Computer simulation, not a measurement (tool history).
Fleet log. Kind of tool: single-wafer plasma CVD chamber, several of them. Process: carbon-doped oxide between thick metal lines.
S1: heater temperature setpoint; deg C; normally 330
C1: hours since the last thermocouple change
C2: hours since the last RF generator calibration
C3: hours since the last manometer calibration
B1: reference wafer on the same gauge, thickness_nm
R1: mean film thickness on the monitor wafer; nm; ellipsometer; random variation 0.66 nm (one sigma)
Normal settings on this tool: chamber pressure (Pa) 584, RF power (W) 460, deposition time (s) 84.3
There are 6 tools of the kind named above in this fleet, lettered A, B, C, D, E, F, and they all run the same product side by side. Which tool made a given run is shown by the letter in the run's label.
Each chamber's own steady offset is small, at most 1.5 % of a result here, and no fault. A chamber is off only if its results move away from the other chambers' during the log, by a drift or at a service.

Run 1D, day 0.246: usual settings; C1 1787.6; C2 1219.8; C3 340.3; B1 390.95. Result: R1 420.57 nm.
Run 2B, day 0.504: usual settings; C1 399.5; C2 209.9; C3 1390.4; B1 391. Result: R1 424.76 nm.
Run 3F, day 0.696: usual settings; C1 1643.4; C2 914.8; C3 986.9; B1 390.82. Result: R1 417.84 nm.
Run 4A, day 0.871: usual settings; C1 574.7; C2 90.2; C3 2105.7; B1 390.9. Result: R1 423.73 nm.
Run 5C, day 1.125: usual settings; C1 1174.5; C2 1451.5; C3 126.7; B1 390.77. Result: R1 420.94 nm.
Run 6E, day 1.317: usual settings; C1 1551.2; C2 2115.7; C3 2299.1; B1 390.74. Result: R1 418.38 nm.
Run 7A, day 1.525: usual settings; C1 590.4; C2 105.9; C3 2121.4; B1 390.75. Result: R1 423.26 nm.
Run 8F, day 1.75: usual settings; C1 1668.7; C2 940.1; C3 1012.2; B1 390.59. Result: R1 416.42 nm.
Run 9D, day 1.979: usual settings; C1 1829.2; C2 1261.4; C3 381.9; B1 390.34. Result: R1 420.92 nm.
Run 10B, day 2.242: usual settings; C1 441.2; C2 251.6; C3 1432.1; B1 390.45. Result: R1 425.89 nm.
Run 11E, day 2.421: usual settings; C1 1577.7; C2 2142.2; C3 2325.6; B1 390.38. Result: R1 417.53 nm.
Run 12C, day 2.65: usual settings; C1 1211.1; C2 1488.1; C3 163.3; B1 390.35. Result: R1 420.34 nm.
Run 13D, day 2.958: usual settings; C1 1852.7; C2 1284.9; C3 405.4; B1 390.29. Result: R1 420.12 nm.
Run 14B, day 3.129: usual settings; C1 462.5; C2 272.9; C3 1453.4; B1 390.24. Result: R1 424.23 nm.
Run 15F, day 3.338: usual settings; C1 1706.8; C2 978.2; C3 1050.3; B1 390.2. Result: R1 417.59 nm.
Run 16E, day 3.679: usual settings; C1 1607.9; C2 2172.4; C3 2355.8; B1 390.13. Result: R1 417.8 nm.
Run 17C, day 3.883: usual settings but S1 339 deg C, chamber pressure (Pa) 521; C1 1240.7; C2 1517.7; C3 192.9; B1 390.07. Result: R1 401.83 nm.
Run 18A, day 4.042: usual settings but S1 339 deg C, chamber pressure (Pa) 521; C1 650.8; C2 166.3; C3 2181.8; B1 389.97. Result: R1 404.13 nm.
Run 19C, day 4.358: usual settings but S1 339 deg C, chamber pressure (Pa) 521; C1 1252.1; C2 1529.1; C3 204.3; B1 390.08. Result: R1 402.79 nm.
Run 20D, day 4.517: usual settings but S1 339 deg C, chamber pressure (Pa) 521; C1 1890.1; C2 1322.3; C3 442.8; B1 389.84. Result: R1 402.42 nm.
Run 21B, day 4.729: usual settings but S1 339 deg C, chamber pressure (Pa) 521; C1 500.9; C2 311.3; C3 1491.8; B1 389.82. Result: R1 405.3 nm.
Run 22F, day 4.975: usual settings but S1 339 deg C, chamber pressure (Pa) 521; C1 1746.1; C2 1017.5; C3 1089.6; B1 389.62. Result: R1 399.54 nm.
Run 23E, day 5.25: usual settings but S1 339 deg C, chamber pressure (Pa) 680; C1 1645.6; C2 2210.1; C3 2393.5; B1 389.68. Result: R1 415.78 nm.
Run 24A, day 5.517: usual settings but S1 339 deg C, chamber pressure (Pa) 680; C1 686.2; C2 201.7; C3 2217.2; B1 389.6. Result: R1 420.77 nm.
Run 25A, day 5.829: usual settings but S1 339 deg C, chamber pressure (Pa) 680; C1 693.7; C2 209.2; C3 2224.7; B1 389.63. Result: R1 421.87 nm.
Run 26C, day 6.083: usual settings but S1 339 deg C, chamber pressure (Pa) 680; C1 1293.5; C2 1570.5; C3 245.7; B1 389.42. Result: R1 418.47 nm.
At day 6.329: chamber C: RF generator calibrated.
Run 27D, day 6.329: usual settings but S1 339 deg C, chamber pressure (Pa) 680; C1 1933.6; C2 1365.8; C3 486.3; B1 389.48. Result: R1 417.85 nm.
Run 28F, day 6.517: usual settings but S1 339 deg C, chamber pressure (Pa) 680; C1 1783.1; C2 1054.5; C3 1126.6; B1 389.44. Result: R1 414.44 nm.
Run 29B, day 6.754: usual settings; C1 549.5; C2 359.9; C3 1540.4; B1 389.52. Result: R1 423.7 nm.
Run 30E, day 7.046: usual settings; C1 1688.7; C2 2253.2; C3 2436.6; B1 389.33. Result: R1 417.51 nm.
Run 31C, day 7.362: usual settings; C1 1324.2; C2 24.9; C3 276.4; B1 389.23. Result: R1 419.6 nm.
Run 32A, day 7.692: usual settings; C1 738.4; C2 253.9; C3 2269.4; B1 389.14. Result: R1 421.19 nm.
Run 33F, day 7.879: usual settings; C1 1815.8; C2 1087.2; C3 1159.3; B1 389.05. Result: R1 415.51 nm.
Run 34D, day 8.096: usual settings; C1 1976; C2 1408.2; C3 528.7; B1 389.05. Result: R1 418.94 nm.
Run 35B, day 8.262: usual settings; C1 585.7; C2 396.1; C3 1576.6; B1 388.9. Result: R1 423.04 nm.
Run 36E, day 8.6: usual settings but chamber pressure (Pa) 633; C1 1726; C2 2290.5; C3 2473.9; B1 389.02. Result: R1 422.09 nm.
At day 8.738: chamber D: thermocouple changed; heater temperature recalibrated.
Run 37D, day 8.808: usual settings but chamber pressure (Pa) 633; C1 1.8; C2 1425.3; C3 545.8; B1 388.76. Result: R1 424.74 nm.
Run 38C, day 9.012: usual settings but chamber pressure (Pa) 633; C1 1363.8; C2 64.5; C3 316; B1 388.65. Result: R1 424.4 nm.
Run 39A, day 9.271: usual settings but chamber pressure (Pa) 633; C1 776.3; C2 291.8; C3 2307.3; B1 388.62. Result: R1 426.71 nm.
Run 40B, day 9.429: usual settings but chamber pressure (Pa) 633; C1 613.7; C2 424.1; C3 1604.6; B1 388.76. Result: R1 428.49 nm.
Run 41E, day 9.617: usual settings but chamber pressure (Pa) 633; C1 1750.4; C2 2314.9; C3 2498.3; B1 388.57. Result: R1 422.92 nm.
Run 42F, day 9.912: usual settings; C1 1864.6; C2 1136; C3 1208.1; B1 388.66. Result: R1 415.34 nm.
Run 43A, day 10.079: usual settings; C1 795.7; C2 311.2; C3 2326.7; B1 388.71. Result: R1 420.52 nm.

All 6 chambers run these settings next. Forecast each chamber's results:
Run 44A, day 10.325: usual settings but chamber pressure (Pa) 700. Result: R1 ?.
Run 44B, day 10.325: usual settings but chamber pressure (Pa) 700. Result: R1 ?.
Run 44C, day 10.325: usual settings but chamber pressure (Pa) 700. Result: R1 ?.
Run 44D, day 10.325: usual settings but chamber pressure (Pa) 700. Result: R1 ?.
Run 44E, day 10.325: usual settings but chamber pressure (Pa) 700. Result: R1 ?.
Run 44F, day 10.325: usual settings but chamber pressure (Pa) 700. Result: R1 ?.

run      R1
44A  434.18
44B  433.97
44C  431.05
44D  431.43
44E  429.15
44F  426.11

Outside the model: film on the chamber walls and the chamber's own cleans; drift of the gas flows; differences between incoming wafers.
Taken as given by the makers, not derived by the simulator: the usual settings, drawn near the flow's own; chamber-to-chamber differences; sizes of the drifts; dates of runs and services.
